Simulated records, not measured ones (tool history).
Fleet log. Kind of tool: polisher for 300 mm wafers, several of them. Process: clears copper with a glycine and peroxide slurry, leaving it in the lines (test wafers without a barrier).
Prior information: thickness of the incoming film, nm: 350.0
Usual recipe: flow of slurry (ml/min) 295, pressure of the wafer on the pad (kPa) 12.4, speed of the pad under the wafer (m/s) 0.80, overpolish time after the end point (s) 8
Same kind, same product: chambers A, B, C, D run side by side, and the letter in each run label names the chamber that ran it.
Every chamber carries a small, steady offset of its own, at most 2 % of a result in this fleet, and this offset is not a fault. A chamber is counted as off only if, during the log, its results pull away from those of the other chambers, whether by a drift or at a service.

run     day  flow of slurry (ml/min)  pressure of the wafer on the pad (kPa)  speed of the pad under the wafer (m/s)  overpolish time after the end point (s)  wafers polished on this pad  hours since the slurry nozzle was cleaned  hours since the head pressure was calibrated  time until the end point was called (s)  dishing of a wide line in a test structure (nm)
 1B   0.554                      295                                    12.4                                    0.80                                        8                          137                                      621.6                                         320.2                                  115.750                                           17.463
 2D   0.829                      295                                    12.4                                    0.80                                        8                          475                                      150.2                                         577.5                                  113.650                                           17.604
      1.142  -- chamber B: head pressure recalibrated
 3A   1.146                      295                                    12.4                                    0.80                                        8                          355                                       77.4                                         458.4                                  114.210                                           17.824
 4C   1.633                      295                                    12.4                                    0.80                                        8                          486                                      151.3                                        1258.4                                  113.350                                           17.857
 5D   2.146                      220                                    12.4                                    0.80                                        8                          684                                      181.8                                         609.1                                  118.380                                           17.430
      2.700  -- chamber B: worn pad replaced by a new one
      2.717  -- chamber A: worn pad replaced by a new one
 6A   2.783                      220                                    12.4                                    0.80                                        8                           10                                      116.7                                         497.7                                  118.500                                           17.218
 7C   3.362                      220                                    12.4                                    0.80                                        8                          760                                      192.8                                        1299.9                                  118.510                                           17.298
 8B   3.942                      220                                    12.4                                    0.80                                        8                          196                                      702.9                                          67.2                                  117.390                                           16.867
      4.096  -- chamber C: head pressure recalibrated
      4.208  -- chamber C: worn pad replaced by a new one
      4.367  -- chamber D: worn pad replaced by a new one
 9A   4.417                      360                                    12.4                                    0.80                                        8                          269                                      155.9                                         536.9                                  113.420                                           17.973
10B   4.817                      360                                    12.4                                    0.80                                        8                          335                                      723.9                                          88.2                                  114.700                                           17.396
11C   5.408                      360                                    12.4                                    0.80                                        8                          190                                      241.9                                          31.6                                  111.670                                           17.406
12D   5.850                      360                                    12.4                                    0.80                                        8                          234                                      270.7                                         698.0                                  109.970                                           18.427
      6.092  -- chamber A: worn pad replaced by a new one
13D   6.300                      295                                    12.4                                    0.80                                        8                          306                                      281.5                                         708.8                                  113.050                                           17.892
      6.404  -- chamber B: worn pad replaced by a new one
14A   6.596                      295                                    12.4                                    0.80                                        8                           80                                      208.2                                         589.2                                  113.520                                           18.156
15B   7.117                      360                                    14.5                                    0.80                                        8                          112                                      779.1                                         143.4                                  101.930                                           19.483
16C   7.467                      360                                    14.5                                    0.80                                        8                          515                                      291.3                                          81.0                                  100.350                                           20.150
17B   8.104                      360                                    14.5                                    0.80                                        8                          269                                      802.8                                         167.1                                  104.030                                           19.600
      8.362  -- chamber B: slurry nozzle cleaned
      8.408  -- chamber C: slurry nozzle cleaned
18D   8.742                      360                                    14.5                                    0.80                                        8                          692                                      340.1                                         767.4                                   98.945                                           19.628
19C   9.104                      265                                    12.4                                    0.54                                        8                          775                                       16.7                                         120.3                                  153.950                                           13.553
      9.221  -- chamber C: worn pad replaced by a new one
      9.446  -- chamber D: head pressure recalibrated
20A   9.604                      265                                    12.4                                    0.54                                        8                          556                                      280.4                                         661.4                                  147.890                                           14.099
21A   9.892                      265                                    12.4                                    0.54                                        8                          601                                      287.3                                         668.3                                  151.730                                           14.214
     10.042  -- chamber D: worn pad replaced by a new one
22C  10.188                      265                                    12.4                                    0.54                                        8                          153                                       42.7                                         146.3                                  150.490                                           13.783
     10.304  -- chamber B: worn pad replaced by a new one
23D  10.600                      295                                    12.4                                    0.80                                        8                           88                                      384.7                                          27.7                                  116.130                                           18.093
24B  11.192                      295                                    12.4                                    0.80                                        8                          140                                       67.9                                         241.2                                  116.610                                           17.832
25C  11.796                      295                                    12.4                                    0.80                                        8                          407                                       81.3                                         184.9                                  115.000                                           17.889

What goes on in this fleet: one chamber off, a drifting gauge, or nothing beyond the chambers' own small offsets? Name the chamber and the cause, if any.

No chamber stands off beyond its own small offset, and the gauge holds steady.
